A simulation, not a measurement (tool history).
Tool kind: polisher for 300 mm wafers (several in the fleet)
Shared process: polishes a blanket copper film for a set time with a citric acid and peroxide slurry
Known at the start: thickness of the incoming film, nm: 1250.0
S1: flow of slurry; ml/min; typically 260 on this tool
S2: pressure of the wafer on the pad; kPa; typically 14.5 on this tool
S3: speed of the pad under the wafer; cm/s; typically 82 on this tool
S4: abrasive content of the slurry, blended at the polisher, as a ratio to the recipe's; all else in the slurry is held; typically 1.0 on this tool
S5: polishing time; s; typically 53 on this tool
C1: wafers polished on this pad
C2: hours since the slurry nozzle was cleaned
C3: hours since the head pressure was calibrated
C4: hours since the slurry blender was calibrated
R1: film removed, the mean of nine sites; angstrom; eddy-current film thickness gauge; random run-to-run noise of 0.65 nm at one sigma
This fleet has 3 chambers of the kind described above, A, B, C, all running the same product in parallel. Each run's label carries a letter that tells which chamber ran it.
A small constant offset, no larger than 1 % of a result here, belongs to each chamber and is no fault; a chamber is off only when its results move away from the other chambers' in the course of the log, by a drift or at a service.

run,hour,S1,S2,S3,S4,S5,C1,C2,C3,C4,R1
# hour 7.1: chamber B: worn pad replaced by a new one
1B,10.8,260,14.5,82,1.0,53,58,215.2,62.9,150.9,591.49
# hour 14.5: chamber C: worn pad replaced by a new one
2C,22.5,260,14.5,82,1.0,53,127,216.6,1067.8,71.2,591.11
3A,34.5,260,14.5,82,1.0,53,926,151.7,186.1,91.6,605.66
# hour 35.5: chamber A: worn pad replaced by a new one
4B,47.1,260,14.5,82,1.0,53,633,251.5,99.2,187.2,584.49
5A,61.3,260,14.5,82,1.0,53,410,178.5,212.9,118.4,606.26
# hour 71.7: chamber C: slurry blender recalibrated
6C,73.0,260,14.5,82,1.0,53,927,267.1,1118.3,1.4,601.86
# hour 73.5: chamber B: worn pad replaced by a new one
# hour 82.3: chamber C: worn pad replaced by a new one
7A,86.6,260,14.5,82,1.0,53,810,203.8,238.2,143.7,607.49
8C,98.2,260,14.5,82,1.0,53,252,292.3,1143.5,26.6,600.58
# hour 101.6: chamber A: worn pad replaced by a new one
9B,104.7,260,14.5,82,1.0,53,494,309.1,156.8,244.8,585.04
10A,111.9,320,14.5,82,1.0,53,164,229.1,263.5,169.0,603.06
11C,124.0,320,14.5,82,1.0,53,661,318.1,1169.3,52.4,613.04
# hour 128.3: chamber B: worn pad replaced by a new one
# hour 135.7: chamber C: worn pad replaced by a new one
12B,136.5,320,14.5,82,1.0,53,130,340.9,188.6,276.6,613.37
13C,148.4,225,14.5,82,1.0,63,202,342.5,1193.7,76.8,698.16
# hour 155.6: chamber A: worn pad replaced by a new one
14A,155.8,225,14.5,82,1.0,63,4,273.0,307.4,212.9,680.04
# hour 159.2: chamber A: slurry nozzle cleaned
15B,168.2,225,14.5,82,1.0,63,632,372.6,220.3,308.3,694.95
16C,181.2,260,14.5,82,1.0,53,722,375.3,1226.5,109.6,586.26
# hour 182.0: chamber C: slurry blender recalibrated
17A,187.5,260,14.5,82,1.0,53,506,28.4,339.1,244.6,588.99
# hour 190.2: chamber B: worn pad replaced by a new one
# hour 193.2: chamber A: slurry blender recalibrated
# hour 197.1: chamber C: worn pad replaced by a new one
18B,199.2,260,14.5,82,1.0,53,143,403.6,251.3,339.3,601.00
19A,212.0,260,14.5,82,1.0,53,894,52.9,363.6,18.9,581.77
# hour 221.0: chamber A: worn pad replaced by a new one
20B,225.2,260,14.5,82,1.0,53,555,429.6,277.3,365.3,588.95
21C,239.8,260,14.5,82,1.0,53,677,433.9,1285.1,57.9,596.08
# hour 243.3: chamber B: slurry blender recalibrated
# hour 245.7: chamber B: worn pad replaced by a new one
22C,249.9,260,14.5,82,1.0,53,837,444.0,1295.2,68.0,605.36
23B,262.3,260,14.5,82,1.0,53,263,466.7,314.4,19.0,589.16
# hour 264.1: chamber B: slurry nozzle cleaned
24A,276.9,260,14.5,72,1.2,53,886,117.8,428.5,83.8,521.82
# hour 281.3: chamber A: worn pad replaced by a new one
25B,288.5,260,14.5,72,1.2,53,678,24.5,340.6,45.2,547.99
26A,299.6,260,14.5,72,1.2,53,290,140.5,451.2,106.5,519.63

The same settings go to every chamber for the next run, one line per chamber below. Forecast the results for each:
27A,310.1,300,14.5,82,1.0,53,,,,,?
27B,310.1,300,14.5,82,1.0,53,,,,,?
27C,310.1,300,14.5,82,1.0,53,,,,,?

run,R1
27A,589.38
27B,601.40
27C,597.19
